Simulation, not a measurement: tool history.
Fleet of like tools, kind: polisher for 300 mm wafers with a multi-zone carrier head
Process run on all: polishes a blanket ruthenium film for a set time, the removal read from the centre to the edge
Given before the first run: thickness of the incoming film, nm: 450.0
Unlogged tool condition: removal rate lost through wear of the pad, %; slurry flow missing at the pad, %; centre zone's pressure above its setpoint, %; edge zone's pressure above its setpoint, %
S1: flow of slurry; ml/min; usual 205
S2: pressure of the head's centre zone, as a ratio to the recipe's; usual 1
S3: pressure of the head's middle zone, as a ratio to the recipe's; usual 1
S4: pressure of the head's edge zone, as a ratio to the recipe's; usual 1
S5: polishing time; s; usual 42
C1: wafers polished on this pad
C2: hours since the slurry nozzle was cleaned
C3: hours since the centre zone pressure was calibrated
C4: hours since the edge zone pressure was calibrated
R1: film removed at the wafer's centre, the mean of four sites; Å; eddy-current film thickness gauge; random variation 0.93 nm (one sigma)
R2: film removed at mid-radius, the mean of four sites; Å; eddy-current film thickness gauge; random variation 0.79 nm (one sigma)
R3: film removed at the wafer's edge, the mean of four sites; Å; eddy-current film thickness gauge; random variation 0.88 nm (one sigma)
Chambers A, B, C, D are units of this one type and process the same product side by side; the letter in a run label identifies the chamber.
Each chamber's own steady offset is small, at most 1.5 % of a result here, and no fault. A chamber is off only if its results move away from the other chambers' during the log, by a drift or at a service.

{"run": "1D", "hour": 4.0, "S1": 205, "S2": 1, "S3": 1, "S4": 1, "S5": 42, "C1": 994, "C2": 392.9, "C3": 467.3, "C4": 62, "R1": 825.46, "R2": 806.64, "R3": 824.45}
{"run": "2C", "hour": 8.1, "S1": 205, "S2": 1, "S3": 1, "S4": 1, "S5": 42, "C1": 470, "C2": 241, "C3": 983.7, "C4": 240, "R1": 810.49, "R2": 808.28, "R3": 840.27}
{"hour": 11.4, "done": "chamber D: worn pad replaced by a new one"}
{"run": "3B", "hour": 12.6, "S1": 205, "S2": 1, "S3": 1, "S4": 1, "S5": 42, "C1": 390, "C2": 682.7, "C3": 975.4, "C4": 1043.7, "R1": 833.39, "R2": 829.04, "R3": 823.35}
{"hour": 13.1, "done": "chamber C: worn pad replaced by a new one"}
{"run": "4A", "hour": 16.4, "S1": 205, "S2": 1, "S3": 1, "S4": 1, "S5": 42, "C1": 501, "C2": 164, "C3": 1109, "C4": 171.5, "R1": 809.61, "R2": 822.16, "R3": 795.15}
{"run": "5A", "hour": 19.9, "S1": 205, "S2": 1, "S3": 0.93, "S4": 1, "S5": 47, "C1": 550, "C2": 167.5, "C3": 1112.5, "C4": 175, "R1": 934.04, "R2": 864.47, "R3": 910.08}
{"hour": 22.5, "done": "chamber A: worn pad replaced by a new one"}
{"run": "6C", "hour": 23.1, "S1": 205, "S2": 1, "S3": 0.93, "S4": 1, "S5": 47, "C1": 142, "C2": 256, "C3": 998.7, "C4": 255, "R1": 919.2, "R2": 843.3, "R3": 923.27}
{"hour": 23.9, "done": "chamber B: worn pad replaced by a new one"}
{"run": "7B", "hour": 27.2, "S1": 205, "S2": 1, "S3": 0.93, "S4": 1, "S5": 47, "C1": 47, "C2": 697.3, "C3": 990, "C4": 1058.3, "R1": 930.82, "R2": 864.35, "R3": 925.95}
{"run": "8D", "hour": 32.2, "S1": 205, "S2": 1, "S3": 0.93, "S4": 1, "S5": 47, "C1": 294, "C2": 421.1, "C3": 495.5, "C4": 90.2, "R1": 910.94, "R2": 865.07, "R3": 916.47}
{"hour": 33.7, "done": "chamber C: centre zone pressure recalibrated"}
{"run": "9A", "hour": 34.7, "S1": 205, "S2": 1, "S3": 1, "S4": 1, "S5": 42, "C1": 172, "C2": 182.3, "C3": 1127.3, "C4": 189.8, "R1": 819.33, "R2": 826.58, "R3": 801.22}
{"run": "10B", "hour": 39.7, "S1": 205, "S2": 1, "S3": 1, "S4": 1, "S5": 42, "C1": 224, "C2": 709.8, "C3": 1002.5, "C4": 1070.8, "R1": 834.72, "R2": 834.9, "R3": 826.05}
{"run": "11C", "hour": 45.0, "S1": 145, "S2": 1, "S3": 1, "S4": 1, "S5": 42, "C1": 451, "C2": 277.9, "C3": 11.4, "C4": 276.9, "R1": 861.26, "R2": 769.5, "R3": 789.46}
{"run": "12D", "hour": 47.4, "S1": 145, "S2": 1, "S3": 1, "S4": 1, "S5": 42, "C1": 509, "C2": 436.3, "C3": 510.7, "C4": 105.4, "R1": 786.59, "R2": 784.36, "R3": 778.85}
{"hour": 48.5, "done": "chamber C: worn pad replaced by a new one"}
{"run": "13B", "hour": 52.7, "S1": 145, "S2": 1, "S3": 1, "S4": 1, "S5": 42, "C1": 408, "C2": 722.8, "C3": 1015.5, "C4": 1083.8, "R1": 777.26, "R2": 766.65, "R3": 782.31}
{"run": "14A", "hour": 57.3, "S1": 145, "S2": 1, "S3": 1, "S4": 1, "S5": 42, "C1": 492, "C2": 204.9, "C3": 1149.9, "C4": 212.4, "R1": 756.84, "R2": 770.58, "R3": 790.7}
{"hour": 57.6, "done": "chamber B: worn pad replaced by a new one"}
{"hour": 61.3, "done": "chamber A: worn pad replaced by a new one"}
{"run": "15D", "hour": 62.5, "S1": 205, "S2": 1, "S3": 1, "S4": 1, "S5": 42, "C1": 723, "C2": 451.4, "C3": 525.8, "C4": 120.5, "R1": 805.05, "R2": 829.48, "R3": 837.78}
{"run": "16C", "hour": 65.9, "S1": 205, "S2": 1, "S3": 1, "S4": 1, "S5": 42, "C1": 246, "C2": 298.8, "C3": 32.3, "C4": 297.8, "R1": 906.51, "R2": 825.78, "R3": 828.53}
{"run": "17A", "hour": 70.2, "S1": 205, "S2": 1, "S3": 1, "S4": 1, "S5": 42, "C1": 125, "C2": 217.8, "C3": 1162.8, "C4": 225.3, "R1": 811.81, "R2": 822.44, "R3": 818.91}
{"run": "18D", "hour": 74.4, "S1": 205, "S2": 1, "S3": 1, "S4": 1, "S5": 42, "C1": 891, "C2": 463.3, "C3": 537.7, "C4": 132.4, "R1": 821.48, "R2": 818.3, "R3": 833.34}
{"run": "19B", "hour": 77.5, "S1": 205, "S2": 1, "S3": 1, "S4": 1, "S5": 42, "C1": 281, "C2": 747.6, "C3": 1040.3, "C4": 1108.6, "R1": 846.23, "R2": 825.74, "R3": 821.17}
{"run": "20C", "hour": 79.8, "S1": 205, "S2": 1, "S3": 1, "S4": 1, "S5": 42, "C1": 442, "C2": 312.7, "C3": 46.2, "C4": 311.7, "R1": 910.39, "R2": 809.89, "R3": 825.24}
{"hour": 80.1, "done": "chamber C: worn pad replaced by a new one"}
{"run": "21C", "hour": 83.0, "S1": 205, "S2": 1, "S3": 1, "S4": 1, "S5": 42, "C1": 41, "C2": 315.9, "C3": 49.4, "C4": 314.9, "R1": 920.33, "R2": 818.02, "R3": 834.01}
{"run": "22B", "hour": 87.6, "S1": 205, "S2": 1, "S3": 1, "S4": 1, "S5": 42, "C1": 424, "C2": 757.7, "C3": 1050.4, "C4": 1118.7, "R1": 825.67, "R2": 826.92, "R3": 833.36}
{"hour": 89.5, "done": "chamber D: worn pad replaced by a new one"}
{"run": "23A", "hour": 92.6, "S1": 205, "S2": 1, "S3": 1.1, "S4": 1, "S5": 32, "C1": 442, "C2": 240.2, "C3": 1185.2, "C4": 247.7, "R1": 617.12, "R2": 695.48, "R3": 618.96}
{"run": "24D", "hour": 95.0, "S1": 205, "S2": 1, "S3": 1.1, "S4": 1, "S5": 32, "C1": 78, "C2": 483.9, "C3": 558.3, "C4": 153, "R1": 630.2, "R2": 681.16, "R3": 632.65}

Is one chamber out of step, is the gauge drifting, or do the chambers differ by no more than their own small offsets? For an off chamber, give its letter and the likeliest cause.

A service on chamber C put it out of line with the rest.
Most likely cause: centre zone's pressure above its setpoint, % = 9.84.

Below are 4 candidate recipes for chamber C's next run, each the usual settings with a change, their results shown as question marks. Which of them brings C's results back in line with what the other chambers give on the usual settings?
In-line tolerance around the mean of the other chambers on the usual settings: R1 32 Å; R2 28 Å; R3 31 Å
{"run": "25C-1", "hour": 98.8, "S1": 200, "S2": 0.93, "S3": 1.03, "S4": 1.02, "S5": 41, "R1": "?", "R2": "?", "R3": "?"}
{"run": "25C-2", "hour": 98.8, "S1": 195, "S2": 0.87, "S3": 1.06, "S4": 1.03, "S5": 41, "R1": "?", "R2": "?", "R3": "?"}
{"run": "25C-3", "hour": 98.8, "S1": 215, "S2": 1.14, "S3": 0.94, "S4": 0.97, "S5": 43, "R1": "?", "R2": "?", "R3": "?"}
{"run": "25C-4", "hour": 98.8, "S1": 210, "S2": 1.07, "S3": 0.97, "S4": 0.98, "S5": 43, "R1": "?", "R2": "?", "R3": "?"}

Average result of the remaining chambers running the usual settings: R1 819.95 Å; R2 822.1 Å; R3 821.83 Å
run=25C-1 R1=814.44 R2=821.8 R3=821.89
run=25C-2 R1=754.36 R2=840.78 R3=823.6
run=25C-3 R1=1075.1 R2=800.43 R3=846.77
run=25C-4 R1=1001.2 R2=821.17 R3=848.96
The right change is 25C-1: it brings the chamber back within the allowed miss of the others.

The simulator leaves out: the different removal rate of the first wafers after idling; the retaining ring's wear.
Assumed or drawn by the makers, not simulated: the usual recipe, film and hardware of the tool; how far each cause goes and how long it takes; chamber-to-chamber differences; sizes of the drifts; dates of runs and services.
